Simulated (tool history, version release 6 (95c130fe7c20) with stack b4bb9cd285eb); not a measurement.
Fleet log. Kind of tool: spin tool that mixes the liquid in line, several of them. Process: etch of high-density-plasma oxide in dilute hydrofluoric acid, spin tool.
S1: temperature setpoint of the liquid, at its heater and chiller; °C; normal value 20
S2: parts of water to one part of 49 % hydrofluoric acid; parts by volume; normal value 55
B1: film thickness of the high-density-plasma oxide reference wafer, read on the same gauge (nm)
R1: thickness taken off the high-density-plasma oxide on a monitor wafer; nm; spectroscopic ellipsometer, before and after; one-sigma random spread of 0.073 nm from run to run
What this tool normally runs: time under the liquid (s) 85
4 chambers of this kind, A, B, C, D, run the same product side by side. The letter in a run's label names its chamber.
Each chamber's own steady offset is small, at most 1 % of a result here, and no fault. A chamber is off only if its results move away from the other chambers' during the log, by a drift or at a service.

run 1D hour=5.9 | S1=20 S2=55 time_under_the_liquid_(s)=85 | B1=110.01 | R1=8.0193
-- hour=6.3 chamber C: hydrofluoric acid flow meter replaced
run 2B hour=10.1 | S1=20 S2=55 time_under_the_liquid_(s)=85 | B1=110.04 | R1=7.826
run 3C hour=15.2 | S1=20 S2=55 time_under_the_liquid_(s)=85 | B1=110 | R1=8.0299
run 4A hour=23.1 | S1=20 S2=55 time_under_the_liquid_(s)=85 | B1=109.96 | R1=8.1087
run 5C hour=28.7 | S1=20 S2=55 time_under_the_liquid_(s)=85 | B1=110.03 | R1=8.1189
run 6A hour=35.1 | S1=20 S2=55 time_under_the_liquid_(s)=85 | B1=110.02 | R1=8.0184
run 7D hour=38.9 | S1=20 S2=55 time_under_the_liquid_(s)=85 | B1=110.02 | R1=7.759
run 8B hour=43 | S1=20 S2=35 time_under_the_liquid_(s)=85 | B1=109.95 | R1=12.85
run 9D hour=49.3 | S1=20 S2=35 time_under_the_liquid_(s)=85 | B1=109.98 | R1=12.163
run 10A hour=54.1 | S1=20 S2=35 time_under_the_liquid_(s)=85 | B1=109.99 | R1=12.862
run 11B hour=61.1 | S1=20 S2=35 time_under_the_liquid_(s)=85 | B1=109.99 | R1=12.679
run 12C hour=67.5 | S1=20 S2=55 time_under_the_liquid_(s)=85 | B1=110.02 | R1=8.0878
run 13A hour=72.1 | S1=20 S2=55 time_under_the_liquid_(s)=85 | B1=109.99 | R1=8.1023
run 14B hour=79 | S1=20 S2=55 time_under_the_liquid_(s)=85 | B1=110.05 | R1=7.9367
run 15C hour=86.6 | S1=20 S2=55 time_under_the_liquid_(s)=85 | B1=109.99 | R1=7.9013
run 16D hour=91.2 | S1=20 S2=55 time_under_the_liquid_(s)=85 | B1=109.96 | R1=7.3353
run 17C hour=96.1 | S1=20 S2=55 time_under_the_liquid_(s)=85 | B1=109.97 | R1=7.9503
run 18A hour=103.5 | S1=20 S2=55 time_under_the_liquid_(s)=85 | B1=110.04 | R1=7.9713
run 19B hour=109.3 | S1=20 S2=55 time_under_the_liquid_(s)=85 | B1=110.01 | R1=8.0135
run 20D hour=114.7 | S1=25 S2=40 time_under_the_liquid_(s)=85 | B1=109.98 | R1=12.539
run 21A hour=120.7 | S1=25 S2=40 time_under_the_liquid_(s)=85 | B1=110.01 | R1=13.939
run 22B hour=126.1 | S1=25 S2=40 time_under_the_liquid_(s)=85 | B1=110.03 | R1=13.673
run 23C hour=130.8 | S1=25 S2=40 time_under_the_liquid_(s)=85 | B1=110 | R1=13.669
run 24D hour=138.4 | S1=20 S2=55 time_under_the_liquid_(s)=85 | B1=110.01 | R1=7.1757
run 25A hour=143.2 | S1=20 S2=55 time_under_the_liquid_(s)=85 | B1=110.01 | R1=7.8795
run 26D hour=150 | S1=20 S2=55 time_under_the_liquid_(s)=85 | B1=109.95 | R1=7.0607
-- hour=154.4 chamber B: thermometer replaced
run 27C hour=156.9 | S1=20 S2=55 time_under_the_liquid_(s)=85 | B1=109.98 | R1=7.8395
run 28B hour=162.8 | S1=20 S2=55 time_under_the_liquid_(s)=85 | B1=110.01 | R1=7.9847
run 29D hour=168 | S1=20 S2=55 time_under_the_liquid_(s)=85 | B1=110 | R1=7.0368

Predict what each chamber gives when all 4 of them run the settings below next.
run 30A hour=173.7 | S1=18.5 S2=55 time_under_the_liquid_(s)=85 | R1=?
run 30B hour=173.7 | S1=18.5 S2=55 time_under_the_liquid_(s)=85 | R1=?
run 30C hour=173.7 | S1=18.5 S2=55 time_under_the_liquid_(s)=85 | R1=?
run 30D hour=173.7 | S1=18.5 S2=55 time_under_the_liquid_(s)=85 | R1=?

run=30A R1=7.5534
run=30B R1=7.4484
run=30C R1=7.416
run=30D R1=6.5263

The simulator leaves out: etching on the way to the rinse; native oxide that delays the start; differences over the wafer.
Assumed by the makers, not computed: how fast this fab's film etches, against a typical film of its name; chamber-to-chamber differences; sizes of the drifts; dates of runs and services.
